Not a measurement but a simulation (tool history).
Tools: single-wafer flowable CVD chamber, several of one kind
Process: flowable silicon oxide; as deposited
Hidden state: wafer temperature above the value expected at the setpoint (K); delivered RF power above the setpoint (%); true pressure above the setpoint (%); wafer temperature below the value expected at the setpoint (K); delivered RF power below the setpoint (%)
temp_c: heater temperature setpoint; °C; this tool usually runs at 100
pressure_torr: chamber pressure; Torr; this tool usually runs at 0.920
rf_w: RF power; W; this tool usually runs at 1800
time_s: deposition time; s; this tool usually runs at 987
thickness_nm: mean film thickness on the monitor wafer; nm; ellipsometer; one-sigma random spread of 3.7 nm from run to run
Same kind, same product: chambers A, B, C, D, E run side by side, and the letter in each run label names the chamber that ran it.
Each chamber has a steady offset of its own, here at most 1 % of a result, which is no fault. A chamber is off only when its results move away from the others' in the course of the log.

run   hour  temp_c  pressure_torr  rf_w  time_s  hours since the last thermocouple change  hours since the last RF generator calibration  hours since the last manometer calibration  read-back reference wafer on the same gauge, thickness_nm  thickness_nm
 1C    3.5     100          0.920  1800     987                                     196.0                                          246.5                                      1739.9                                                     742.68        702.38
 2D    7.3     100          0.920  1800     987                                     700.6                                          406.0                                      1054.0                                                     742.16        701.23
 3E   10.7     100          0.920  1800     987                                    1099.6                                         1072.1                                      1636.6                                                     743.63        695.14
 4A   14.9     100          0.920  1800     987                                    1583.9                                         1941.7                                      1524.7                                                     742.46        695.95
 5B   17.4     100          1.022  1800     987                                     805.3                                          475.0                                       511.2                                                     742.00        804.23
 6C   20.9     100          1.022  1800     987                                     213.4                                          263.9                                      1757.3                                                     741.58        789.17
 7A   23.8     100          1.022  1800     987                                    1592.8                                         1950.6                                      1533.6                                                     742.79        793.42
 8D   27.4     100          1.022  1800     987                                     720.7                                          426.1                                      1074.1                                                     743.64        794.01
 9B   31.9     100          1.022  1800     987                                     819.8                                          489.5                                       525.7                                                     743.04        805.16
10E   34.1     100          0.920  1800     987                                    1123.0                                         1095.5                                      1660.0                                                     742.77        694.83
11C   36.2     100          0.920  1800     987                                     228.7                                          279.2                                      1772.6                                                     743.15        697.27
12D   39.2     100          0.920  1800     987                                     732.5                                          437.9                                      1085.9                                                     743.38        700.35
13B   43.7     100          0.920  1935     987                                     831.6                                          501.3                                       537.5                                                     742.43        724.00
      45.5  -- chamber C: capacitance manometer re-zeroed and calibrated
14E   46.7     100          0.920  1935     987                                    1135.6                                         1108.1                                      1672.6                                                     743.89        713.91
15A   49.8     100          0.920  1935     987                                    1618.8                                         1976.6                                      1559.6                                                     741.85        706.54
      50.6  -- chamber A: capacitance manometer re-zeroed and calibrated
16C   52.7     100          0.920  1935     987                                     245.2                                          295.7                                         7.3                                                     743.30        706.51
17E   56.9     100          0.920  1935     987                                    1145.8                                         1118.3                                      1682.8                                                     743.71        707.08
18B   60.0     100          0.920  1800     987                                     847.9                                          517.6                                       553.8                                                     742.84        712.97
19D   62.4     100          0.920  1800     987                                     755.7                                          461.1                                      1109.1                                                     742.41        695.51
20A   65.2     100          0.920  1800     987                                    1634.2                                         1992.0                                        14.7                                                     743.13        701.83
21A   68.6     100          0.920  1800     987                                    1637.6                                         1995.4                                        18.1                                                     742.87        699.22
22E   72.0     100          0.920  1800     987                                    1160.9                                         1133.4                                      1697.9                                                     743.80        690.78
23C   76.0     100          0.920  1800     987                                     268.5                                          319.0                                        30.6                                                     741.93        693.32
24D   78.1     100          0.766  1800    1084                                     771.4                                          476.8                                      1124.8                                                     743.08        606.19
25B   80.5     100          0.766  1800    1084                                     868.4                                          538.1                                       574.3                                                     743.14        626.30
26D   82.7     100          0.766  1800    1084                                     776.0                                          481.4                                      1129.4                                                     742.21        611.86
27E   86.5     100          0.766  1800    1084                                    1175.4                                         1147.9                                      1712.4                                                     743.84        600.98
28A   89.5     100          0.766  1800    1084                                    1658.5                                         2016.3                                        39.0                                                     742.91        613.11
29B   91.6     113          1.006  1800     987                                     879.5                                          549.2                                       585.4                                                     742.52        525.29
30C   93.6     113          1.006  1800     987                                     286.1                                          336.6                                        48.2                                                     742.73        508.55
31E   97.7     113          1.006  1800     987                                    1186.6                                         1159.1                                      1723.6                                                     744.21        503.64
32D  100.6     113          1.006  1800     987                                     793.9                                          499.3                                      1147.3                                                     743.50        505.89
33B  104.9     113          1.006  1800     987                                     892.8                                          562.5                                       598.7                                                     742.85        524.92
34C  107.8     100          0.920  1800     987                                     300.3                                          350.8                                        62.4                                                     742.75        701.71
35A  111.1     100          0.920  1800     987                                    1680.1                                         2037.9                                        60.6                                                     743.06        698.79
36E  115.6     100          0.920  1800     987                                    1204.5                                         1177.0                                      1741.5                                                     743.18        695.43
37A  119.4     100          0.920  1455     987                                    1688.4                                         2046.2                                        68.9                                                     743.51        660.42
38B  123.7     100          0.920  1455     987                                     911.6                                          581.3                                       617.5                                                     742.73        687.12
39C  127.9     100          0.920  1455     987                                     320.4                                          370.9                                        82.5                                                     742.44        652.22
40D  130.0     100          0.920  1455     987                                     823.3                                          528.7                                      1176.7                                                     742.74        660.45

All chambers now run identical settings, listed one chamber a line with results as question marks. What results will each chamber show?
41A  133.3     100          0.920  1945     987                                                                                                                                                                                                             ?
41B  133.3     100          0.920  1945     987                                                                                                                                                                                                             ?
41C  133.3     100          0.920  1945     987                                                                                                                                                                                                             ?
41D  133.3     100          0.920  1945     987                                                                                                                                                                                                             ?
41E  133.3     100          0.920  1945     987                                                                                                                                                                                                             ?

run  thickness_nm
41A        708.07
41B        750.24
41C        712.02
41D        719.44
41E        706.25

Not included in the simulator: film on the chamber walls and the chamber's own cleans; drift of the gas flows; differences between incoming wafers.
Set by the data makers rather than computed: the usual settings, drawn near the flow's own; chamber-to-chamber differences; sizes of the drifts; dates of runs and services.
